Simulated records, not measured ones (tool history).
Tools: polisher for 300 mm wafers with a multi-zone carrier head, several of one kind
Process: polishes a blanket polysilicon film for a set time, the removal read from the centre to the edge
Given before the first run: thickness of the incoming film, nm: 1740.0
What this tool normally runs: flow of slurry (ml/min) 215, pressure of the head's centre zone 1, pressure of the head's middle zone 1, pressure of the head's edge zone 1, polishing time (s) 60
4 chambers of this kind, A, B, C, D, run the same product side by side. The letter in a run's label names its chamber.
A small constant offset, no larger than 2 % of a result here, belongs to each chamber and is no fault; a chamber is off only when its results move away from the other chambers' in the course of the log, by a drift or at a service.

| run | hour | flow of slurry (ml/min) | pressure of the head's centre zone | pressure of the head's middle zone | pressure of the head's edge zone | polishing time (s) | film removed at the wafer's centre (angstrom) | film removed at mid-radius (angstrom) | film removed at the wafer's edge (angstrom) |
|---|---|---|---|---|---|---|---|---|---|
| 1C | 3.8 | 215 | 1 | 1 | 1 | 60 | 4927 | 4846.4 | 5043.5 |
| 2A | 9.5 | 215 | 1 | 1 | 1 | 60 | 5002.8 | 5048 | 4869.3 |
|  | 14.6 | chamber A: edge zone pressure recalibrated |
| 3D | 15.3 | 215 | 1 | 1 | 1 | 60 | 4893.4 | 4976.6 | 4992.5 |
| 4B | 22 | 215 | 1 | 1 | 1 | 60 | 4911.1 | 4873.4 | 4937.6 |
| 5B | 25.7 | 215 | 1 | 1 | 1 | 60 | 4864.6 | 4918.3 | 5115.8 |
|  | 29.8 | chamber D: worn pad replaced by a new one |
|  | 29.9 | chamber C: worn pad replaced by a new one |
| 6A | 32 | 215 | 1 | 1 | 1 | 60 | 4991.8 | 4932.1 | 4858.2 |
| 7C | 38 | 215 | 1 | 1 | 1 | 60 | 4900.6 | 4963.8 | 5038.7 |
| 8D | 44.7 | 215 | 1 | 1 | 1 | 60 | 4949.9 | 4788.4 | 5052.2 |
| 9C | 49.3 | 215 | 1 | 1 | 1 | 60 | 4978.6 | 5062.8 | 4877 |
|  | 51 | chamber D: slurry nozzle cleaned |
| 10A | 55.6 | 150 | 1 | 1 | 1.06 | 60 | 4658.7 | 4790 | 4920.3 |
| 11D | 59.2 | 150 | 1 | 1 | 1.06 | 60 | 4581.9 | 4525.7 | 4879 |
|  | 64.4 | chamber B: worn pad replaced by a new one |
| 12B | 65.4 | 150 | 1 | 1 | 1.06 | 60 | 4610.6 | 4508.5 | 4905.6 |
| 13A | 69 | 150 | 1 | 1 | 1.06 | 60 | 4644.9 | 4732.8 | 4805.6 |
| 14B | 72.7 | 215 | 1 | 1 | 1 | 60 | 4868.9 | 4839.9 | 4981.9 |
| 15D | 78.6 | 215 | 1 | 1 | 1 | 60 | 4967.6 | 4802.7 | 4935.5 |
|  | 81.9 | chamber C: centre zone pressure recalibrated |
| 16C | 82.6 | 215 | 1 | 1 | 1 | 60 | 4591.3 | 4986.2 | 4926.9 |
| 17C | 87.4 | 215 | 1 | 1 | 1 | 60 | 4566.2 | 5091.1 | 4969.5 |
|  | 91.1 | chamber D: edge zone pressure recalibrated |
| 18B | 91.6 | 215 | 1 | 1 | 1 | 60 | 4883.1 | 4858.5 | 5014 |
| 19D | 96.8 | 215 | 1 | 1 | 1 | 60 | 5002 | 4914.1 | 4979.7 |
| 20A | 102.6 | 215 | 1 | 1.08 | 0.88 | 60 | 4922.5 | 5468.1 | 4639.1 |
| 21D | 106.2 | 215 | 1 | 1.08 | 0.88 | 60 | 4947.9 | 5191 | 4700.1 |
|  | 108 | chamber A: worn pad replaced by a new one |
|  | 111.2 | chamber B: centre zone pressure recalibrated |
| 22A | 112 | 215 | 1 | 1.08 | 0.88 | 60 | 5020.8 | 5376 | 4699.7 |
| 23C | 117.2 | 215 | 1 | 1.08 | 0.88 | 60 | 4605 | 5364.7 | 4659.4 |
| 24B | 122.6 | 215 | 1 | 1 | 1 | 60 | 4891.5 | 4926.3 | 4837.1 |
| 25B | 128.7 | 215 | 1 | 1 | 1 | 60 | 4891.9 | 4825.8 | 4934.8 |
|  | 130.3 | chamber C: worn pad replaced by a new one |
| 26A | 131.9 | 215 | 1 | 1 | 1 | 60 | 4978.7 | 5035.5 | 4956.6 |
| 27D | 138.9 | 215 | 1 | 1 | 1 | 60 | 4909.3 | 4791.4 | 4881.4 |
| 28C | 145.7 | 215 | 1 | 1 | 1 | 60 | 4587.9 | 5075.5 | 5021.5 |
| 29A | 151.9 | 215 | 1 | 1 | 1 | 60 | 4922.3 | 5066.2 | 4964.3 |
| 30B | 158.5 | 215 | 1 | 1.09 | 1 | 54 | 4480.2 | 4840.1 | 4496.4 |
| 31C | 164.5 | 215 | 1 | 1.09 | 1 | 54 | 4120.3 | 4844.8 | 4365.5 |
| 32D | 170.1 | 215 | 1 | 1.09 | 1 | 54 | 4458.7 | 4853.5 | 4478.5 |
| 33B | 173.7 | 215 | 1 | 1.09 | 1 | 54 | 4417.3 | 4783.8 | 4428.6 |
| 34A | 178.2 | 215 | 0.95 | 0.92 | 1 | 60 | 4667.2 | 4676.8 | 4985.1 |
| 35C | 183.2 | 215 | 0.95 | 0.92 | 1 | 60 | 4377.8 | 4593.5 | 4968.7 |
|  | 187.4 | chamber A: centre zone pressure recalibrated |
| 36D | 189.1 | 215 | 0.95 | 0.92 | 1 | 60 | 4628.9 | 4453.8 | 4827.1 |
| 37A | 194.4 | 215 | 0.95 | 0.92 | 1 | 60 | 4693.1 | 4688 | 4840.7 |
| 38B | 197.6 | 215 | 1 | 1 | 1 | 60 | 4926.1 | 4841.9 | 4967.7 |
| 39C | 204.5 | 215 | 1 | 1 | 1 | 60 | 4584.9 | 4945.4 | 4973.7 |

Is one chamber off against the others, does the gauge drift, or is nothing wrong? If a chamber is off, say which, and what the likeliest cause is.

After it was serviced, chamber C no longer matches the other chambers.
Most likely cause: centre zone's pressure below its setpoint, % = 6.56.

Chamber C could run next with any of the 4 candidate recipes listed below; each alters the usual settings, and their results appear as question marks. Which one brings its results back in line with what the other chambers deliver on the usual settings?
In line here means within this much of the mean the other chambers give on the usual settings: film removed at the wafer's centre (angstrom) 140; film removed at mid-radius (angstrom) 220; film removed at the wafer's edge (angstrom) 250
| 40C-1 | 209.8 | 205 | 0.87 | 1.01 | 1.05 | 60 | ? | ? | ? |
| 40C-2 | 209.8 | 220 | 1.06 | 0.99 | 0.98 | 60 | ? | ? | ? |
| 40C-3 | 209.8 | 225 | 1.14 | 0.99 | 0.95 | 61 | ? | ? | ? |
| 40C-4 | 209.8 | 210 | 0.94 | 1.01 | 1.02 | 60 | ? | ? | ? |

Average result of the remaining chambers running the usual settings: film removed at the wafer's centre (angstrom) 4937.1; film removed at mid-radius (angstrom) 4928.4; film removed at the wafer's edge (angstrom) 4950.8
| run | film removed at the wafer's centre (angstrom) | film removed at mid-radius (angstrom) | film removed at the wafer's edge (angstrom) |
|---|---|---|---|
| 40C-1 | 3903.7 | 4931.9 | 5061 |
| 40C-2 | 4910.3 | 4885.2 | 4917 |
| 40C-3 | 5422.9 | 4979.6 | 4930.2 |
| 40C-4 | 4271.4 | 4947.2 | 4996.1 |
40C-2 is the one that brings the chamber's results back in line with the other chambers.

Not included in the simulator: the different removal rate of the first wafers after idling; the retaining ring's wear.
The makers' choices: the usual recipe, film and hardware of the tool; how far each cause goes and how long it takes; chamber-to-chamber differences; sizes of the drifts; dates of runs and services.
